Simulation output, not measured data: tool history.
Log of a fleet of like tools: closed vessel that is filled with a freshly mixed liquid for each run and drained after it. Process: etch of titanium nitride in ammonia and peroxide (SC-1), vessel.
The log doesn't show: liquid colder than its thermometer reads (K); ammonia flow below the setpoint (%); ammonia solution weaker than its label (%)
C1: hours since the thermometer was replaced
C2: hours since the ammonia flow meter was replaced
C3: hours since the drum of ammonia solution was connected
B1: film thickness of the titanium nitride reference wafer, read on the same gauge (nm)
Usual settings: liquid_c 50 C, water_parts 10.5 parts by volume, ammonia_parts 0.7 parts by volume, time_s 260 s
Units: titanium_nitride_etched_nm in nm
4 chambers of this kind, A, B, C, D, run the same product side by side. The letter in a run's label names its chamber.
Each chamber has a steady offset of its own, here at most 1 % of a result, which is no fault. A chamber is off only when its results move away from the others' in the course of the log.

{"run": "1A", "hour": 9.2, "liquid_c": 50, "water_parts": 10.5, "ammonia_parts": 0.7, "time_s": 260, "C1": 1469.7, "C2": 373.7, "C3": 405.4, "B1": 140, "titanium_nitride_etched_nm": 15.289}
{"run": "2D", "hour": 18.8, "liquid_c": 50, "water_parts": 10.5, "ammonia_parts": 0.7, "time_s": 260, "C1": 685.5, "C2": 634.8, "C3": 72.9, "B1": 140.04, "titanium_nitride_etched_nm": 15.103}
{"run": "3C", "hour": 29.4, "liquid_c": 50, "water_parts": 10.5, "ammonia_parts": 0.7, "time_s": 260, "C1": 2010, "C2": 1201.6, "C3": 195, "B1": 140.01, "titanium_nitride_etched_nm": 15.434}
{"run": "4B", "hour": 40.1, "liquid_c": 50, "water_parts": 10.5, "ammonia_parts": 0.7, "time_s": 260, "C1": 428.9, "C2": 2096.1, "C3": 818.1, "B1": 139.97, "titanium_nitride_etched_nm": 15.643}
{"run": "5C", "hour": 47.3, "liquid_c": 50, "water_parts": 10.5, "ammonia_parts": 0.7, "time_s": 260, "C1": 2027.9, "C2": 1219.5, "C3": 212.9, "B1": 140.02, "titanium_nitride_etched_nm": 15.352}
{"run": "6B", "hour": 60.5, "liquid_c": 50, "water_parts": 10.5, "ammonia_parts": 0.7, "time_s": 260, "C1": 449.3, "C2": 2116.5, "C3": 838.5, "B1": 140.01, "titanium_nitride_etched_nm": 15.611}
{"run": "7A", "hour": 71.8, "liquid_c": 50, "water_parts": 10.5, "ammonia_parts": 0.7, "time_s": 260, "C1": 1532.3, "C2": 436.3, "C3": 468, "B1": 140.03, "titanium_nitride_etched_nm": 15.26}
{"run": "8D", "hour": 78.4, "liquid_c": 50, "water_parts": 10.5, "ammonia_parts": 0.7, "time_s": 260, "C1": 745.1, "C2": 694.4, "C3": 132.5, "B1": 139.98, "titanium_nitride_etched_nm": 15.318}
{"hour": 79.6, "done": "chamber B: ammonia flow meter replaced"}
{"run": "9A", "hour": 85.2, "liquid_c": 50, "water_parts": 10.5, "ammonia_parts": 0.7, "time_s": 260, "C1": 1545.7, "C2": 449.7, "C3": 481.4, "B1": 140, "titanium_nitride_etched_nm": 15.318}
{"run": "10D", "hour": 91.7, "liquid_c": 50, "water_parts": 10.5, "ammonia_parts": 0.7, "time_s": 260, "C1": 758.4, "C2": 707.7, "C3": 145.8, "B1": 139.99, "titanium_nitride_etched_nm": 15.229}
{"run": "11C", "hour": 102.3, "liquid_c": 50, "water_parts": 10.5, "ammonia_parts": 0.7, "time_s": 260, "C1": 2082.9, "C2": 1274.5, "C3": 267.9, "B1": 140.02, "titanium_nitride_etched_nm": 15.242}
{"run": "12B", "hour": 109.0, "liquid_c": 50, "water_parts": 10.5, "ammonia_parts": 0.7, "time_s": 260, "C1": 497.8, "C2": 29.5, "C3": 887, "B1": 140.01, "titanium_nitride_etched_nm": 15.489}
{"run": "13C", "hour": 121.8, "liquid_c": 50, "water_parts": 10.5, "ammonia_parts": 0.7, "time_s": 260, "C1": 2102.4, "C2": 1294, "C3": 287.4, "B1": 140.02, "titanium_nitride_etched_nm": 15.151}
{"run": "14B", "hour": 129.8, "liquid_c": 50, "water_parts": 10.5, "ammonia_parts": 0.7, "time_s": 260, "C1": 518.6, "C2": 50.3, "C3": 907.8, "B1": 140, "titanium_nitride_etched_nm": 15.566}
{"run": "15A", "hour": 141.8, "liquid_c": 50, "water_parts": 10.5, "ammonia_parts": 0.7, "time_s": 260, "C1": 1602.3, "C2": 506.3, "C3": 538, "B1": 139.99, "titanium_nitride_etched_nm": 15.212}
{"run": "16D", "hour": 154.4, "liquid_c": 50, "water_parts": 10.5, "ammonia_parts": 0.7, "time_s": 260, "C1": 821.1, "C2": 770.4, "C3": 208.5, "B1": 139.99, "titanium_nitride_etched_nm": 15.312}
{"run": "17A", "hour": 167.1, "liquid_c": 50, "water_parts": 10.5, "ammonia_parts": 0.7, "time_s": 260, "C1": 1627.6, "C2": 531.6, "C3": 563.3, "B1": 140, "titanium_nitride_etched_nm": 15.168}
{"run": "18D", "hour": 179.0, "liquid_c": 50, "water_parts": 10.5, "ammonia_parts": 0.7, "time_s": 260, "C1": 845.7, "C2": 795, "C3": 233.1, "B1": 140.07, "titanium_nitride_etched_nm": 15.407}
{"hour": 188.9, "done": "chamber D: new drum of ammonia solution connected"}
{"run": "19B", "hour": 193.8, "liquid_c": 50, "water_parts": 10.5, "ammonia_parts": 0.7, "time_s": 260, "C1": 582.6, "C2": 114.3, "C3": 971.8, "B1": 140.04, "titanium_nitride_etched_nm": 15.508}
{"run": "20C", "hour": 206.3, "liquid_c": 50, "water_parts": 10.5, "ammonia_parts": 0.7, "time_s": 260, "C1": 2186.9, "C2": 1378.5, "C3": 371.9, "B1": 140.02, "titanium_nitride_etched_nm": 14.831}
{"run": "21A", "hour": 215.2, "liquid_c": 50, "water_parts": 10.5, "ammonia_parts": 0.7, "time_s": 335, "C1": 1675.7, "C2": 579.7, "C3": 611.4, "B1": 139.97, "titanium_nitride_etched_nm": 19.456}
{"run": "22D", "hour": 228.2, "liquid_c": 50, "water_parts": 10.5, "ammonia_parts": 0.7, "time_s": 335, "C1": 894.9, "C2": 844.2, "C3": 39.4, "B1": 140.03, "titanium_nitride_etched_nm": 19.839}
{"run": "23C", "hour": 238.2, "liquid_c": 50, "water_parts": 10.5, "ammonia_parts": 0.7, "time_s": 335, "C1": 2218.8, "C2": 1410.4, "C3": 403.8, "B1": 140.02, "titanium_nitride_etched_nm": 18.677}
{"run": "24B", "hour": 244.8, "liquid_c": 50, "water_parts": 10.5, "ammonia_parts": 0.7, "time_s": 335, "C1": 633.6, "C2": 165.3, "C3": 1022.8, "B1": 139.97, "titanium_nitride_etched_nm": 19.975}
{"run": "25C", "hour": 255.4, "liquid_c": 50, "water_parts": 10.5, "ammonia_parts": 0.7, "time_s": 260, "C1": 2236, "C2": 1427.6, "C3": 421, "B1": 139.98, "titanium_nitride_etched_nm": 14.536}
{"run": "26A", "hour": 262.3, "liquid_c": 55.5, "water_parts": 10.5, "ammonia_parts": 0.7, "time_s": 260, "C1": 1722.8, "C2": 626.8, "C3": 658.5, "B1": 139.99, "titanium_nitride_etched_nm": 22.382}
{"run": "27B", "hour": 269.8, "liquid_c": 55.5, "water_parts": 10.5, "ammonia_parts": 0.7, "time_s": 260, "C1": 658.6, "C2": 190.3, "C3": 1047.8, "B1": 139.96, "titanium_nitride_etched_nm": 22.575}
{"run": "28D", "hour": 278.1, "liquid_c": 55.5, "water_parts": 10.5, "ammonia_parts": 0.7, "time_s": 260, "C1": 944.8, "C2": 894.1, "C3": 89.3, "B1": 140.01, "titanium_nitride_etched_nm": 22.181}

All 4 chambers run these settings next. Forecast each chamber's results:
{"run": "29A", "hour": 288.9, "liquid_c": 50, "water_parts": 10.5, "ammonia_parts": 0.7, "time_s": 260, "titanium_nitride_etched_nm": "?"}
{"run": "29B", "hour": 288.9, "liquid_c": 50, "water_parts": 10.5, "ammonia_parts": 0.7, "time_s": 260, "titanium_nitride_etched_nm": "?"}
{"run": "29C", "hour": 288.9, "liquid_c": 50, "water_parts": 10.5, "ammonia_parts": 0.7, "time_s": 260, "titanium_nitride_etched_nm": "?"}
{"run": "29D", "hour": 288.9, "liquid_c": 50, "water_parts": 10.5, "ammonia_parts": 0.7, "time_s": 260, "titanium_nitride_etched_nm": "?"}

run=29A titanium_nitride_etched_nm=15.425
run=29B titanium_nitride_etched_nm=15.487
run=29C titanium_nitride_etched_nm=14.308
run=29D titanium_nitride_etched_nm=15.247
